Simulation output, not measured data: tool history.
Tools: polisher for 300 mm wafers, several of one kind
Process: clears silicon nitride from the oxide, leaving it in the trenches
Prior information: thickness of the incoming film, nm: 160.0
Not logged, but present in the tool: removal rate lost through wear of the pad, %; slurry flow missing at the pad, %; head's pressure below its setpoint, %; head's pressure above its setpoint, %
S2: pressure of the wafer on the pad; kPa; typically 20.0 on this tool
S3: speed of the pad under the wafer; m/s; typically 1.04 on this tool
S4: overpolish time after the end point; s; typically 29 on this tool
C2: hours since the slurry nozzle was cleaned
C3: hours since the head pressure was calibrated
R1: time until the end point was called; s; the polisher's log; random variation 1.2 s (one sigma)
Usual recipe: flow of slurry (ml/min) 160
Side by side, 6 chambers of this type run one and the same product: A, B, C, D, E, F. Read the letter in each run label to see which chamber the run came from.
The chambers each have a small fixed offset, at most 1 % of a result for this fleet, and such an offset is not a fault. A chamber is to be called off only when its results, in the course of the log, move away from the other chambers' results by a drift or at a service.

At hour 4.3: chamber C: worn pad replaced by a new one.
Run 1B, hour 7.0: usual settings; wafers polished on this pad 777; C2 735.3; C3 772.9. Result: R1 149.80 s.
Run 2D, hour 15.4: usual settings; wafers polished on this pad 600; C2 196.4; C3 60.7. Result: R1 151.72 s.
At hour 17.3: chamber F: slurry nozzle cleaned.
Run 3E, hour 21.3: usual settings; wafers polished on this pad 914; C2 171.6; C3 525.0. Result: R1 150.40 s.
Run 4A, hour 29.1: usual settings; wafers polished on this pad 912; C2 292.1; C3 601.6. Result: R1 152.16 s.
At hour 35.0: chamber A: worn pad replaced by a new one.
Run 5F, hour 37.1: usual settings; wafers polished on this pad 438; C2 19.9; C3 223.8. Result: R1 150.42 s.
Run 6C, hour 43.8: usual settings; wafers polished on this pad 288; C2 326.8; C3 375.3. Result: R1 151.25 s.
At hour 45.4: chamber E: worn pad replaced by a new one.
Run 7B, hour 49.3: usual settings; wafers polished on this pad 1086; C2 777.6; C3 815.2. Result: R1 152.76 s.
At hour 55.9: chamber D: slurry nozzle cleaned.
Run 8A, hour 56.0: usual settings; wafers polished on this pad 153; C2 319.0; C3 628.5. Result: R1 150.54 s.
Run 9F, hour 62.1: usual settings but S3 1.28 m/s; wafers polished on this pad 620; C2 44.9; C3 248.8. Result: R1 121.41 s.
At hour 66.9: chamber C: worn pad replaced by a new one.
Run 10D, hour 69.6: usual settings but S3 1.28 m/s; wafers polished on this pad 996; C2 13.7; C3 114.9. Result: R1 122.65 s.
Run 11E, hour 75.4: usual settings but S3 1.28 m/s; wafers polished on this pad 219; C2 225.7; C3 579.1. Result: R1 121.59 s.
Run 12C, hour 82.8: usual settings but S3 1.28 m/s; wafers polished on this pad 116; C2 365.8; C3 414.3. Result: R1 122.43 s.
Run 13F, hour 86.9: usual settings but S3 1.28 m/s; wafers polished on this pad 801; C2 69.7; C3 273.6. Result: R1 123.47 s.
At hour 91.4: chamber B: worn pad replaced by a new one.
Run 14C, hour 93.3: usual settings but S3 1.28 m/s; wafers polished on this pad 192; C2 376.3; C3 424.8. Result: R1 124.01 s.
Run 15A, hour 100.7: usual settings; wafers polished on this pad 479; C2 363.7; C3 673.2. Result: R1 151.74 s.
At hour 101.5: chamber B: head pressure recalibrated.
Run 16E, hour 104.9: usual settings; wafers polished on this pad 434; C2 255.2; C3 608.6. Result: R1 149.40 s.
Run 17D, hour 112.4: usual settings; wafers polished on this pad 1308; C2 56.5; C3 157.7. Result: R1 151.44 s.
At hour 114.4: chamber F: worn pad replaced by a new one.
Run 18B, hour 116.3: usual settings; wafers polished on this pad 181; C2 844.6; C3 14.8. Result: R1 149.60 s.
At hour 118.0: chamber B: slurry nozzle cleaned.
At hour 119.0: chamber D: worn pad replaced by a new one.
Run 19F, hour 123.8: usual settings; wafers polished on this pad 68; C2 106.6; C3 310.5. Result: R1 148.57 s.
At hour 128.7: chamber C: worn pad replaced by a new one.
Run 20E, hour 130.2: usual settings but flow of slurry (ml/min) 180, S4 22 s; wafers polished on this pad 618; C2 280.5; C3 633.9. Result: R1 148.25 s.
Run 21C, hour 137.6: usual settings but flow of slurry (ml/min) 180, S4 22 s; wafers polished on this pad 65; C2 420.6; C3 469.1. Result: R1 149.61 s.
At hour 137.9: chamber F: head pressure recalibrated.
Run 22A, hour 142.6: usual settings but flow of slurry (ml/min) 180, S4 22 s; wafers polished on this pad 784; C2 405.6; C3 715.1. Result: R1 146.17 s.
Run 23D, hour 146.7: usual settings but flow of slurry (ml/min) 180, S4 22 s; wafers polished on this pad 202; C2 90.8; C3 192.0. Result: R1 147.77 s.
Run 24B, hour 152.8: usual settings but flow of slurry (ml/min) 180, S4 22 s; wafers polished on this pad 447; C2 34.9; C3 51.3. Result: R1 148.51 s.
Run 25F, hour 160.6: usual settings but flow of slurry (ml/min) 180, S4 22 s; wafers polished on this pad 336; C2 143.4; C3 22.8. Result: R1 161.54 s.
At hour 162.1: chamber E: head pressure recalibrated.
Run 26E, hour 167.2: usual settings; wafers polished on this pad 888; C2 317.5; C3 5.1. Result: R1 149.85 s.
At hour 167.8: chamber A: worn pad replaced by a new one.
Run 27A, hour 172.1: usual settings; wafers polished on this pad 31; C2 435.1; C3 744.6. Result: R1 149.65 s.
Run 28B, hour 180.2: usual settings; wafers polished on this pad 647; C2 62.3; C3 78.7. Result: R1 148.94 s.
At hour 184.0: chamber E: worn pad replaced by a new one.
Run 29D, hour 184.0: usual settings; wafers polished on this pad 474; C2 128.1; C3 229.3. Result: R1 151.14 s.
Run 30C, hour 190.1: usual settings; wafers polished on this pad 447; C2 473.1; C3 521.6. Result: R1 151.39 s.
At hour 190.2: chamber C: worn pad replaced by a new one.
Run 31C, hour 195.9: usual settings; wafers polished on this pad 41; C2 478.9; C3 527.4. Result: R1 151.43 s.
Run 32A, hour 200.5: usual settings; wafers polished on this pad 238; C2 463.5; C3 773.0. Result: R1 151.57 s.
Run 33E, hour 208.0: usual settings; wafers polished on this pad 175; C2 358.3; C3 45.9. Result: R1 149.98 s.
Run 34B, hour 214.3: usual settings but S2 14.5 kPa; wafers polished on this pad 896; C2 96.4; C3 112.8. Result: R1 208.37 s.
Run 35F, hour 218.1: usual settings but S2 14.5 kPa; wafers polished on this pad 756; C2 200.9; C3 80.3. Result: R1 231.47 s.
Run 36D, hour 224.3: usual settings but S2 14.5 kPa; wafers polished on this pad 767; C2 168.4; C3 269.6. Result: R1 204.48 s.

Each of the 6 chambers runs these same settings next. Fill in every chamber's results:
Run 37A, hour 230.4: usual settings. Result: R1 ?.
Run 37B, hour 230.4: usual settings. Result: R1 ?.
Run 37C, hour 230.4: usual settings. Result: R1 ?.
Run 37D, hour 230.4: usual settings. Result: R1 ?.
Run 37E, hour 230.4: usual settings. Result: R1 ?.
Run 37F, hour 230.4: usual settings. Result: R1 ?.

run      R1
37A  150.05
37B  151.11
37C  151.66
37D  152.34
37E  150.66
37F  166.11
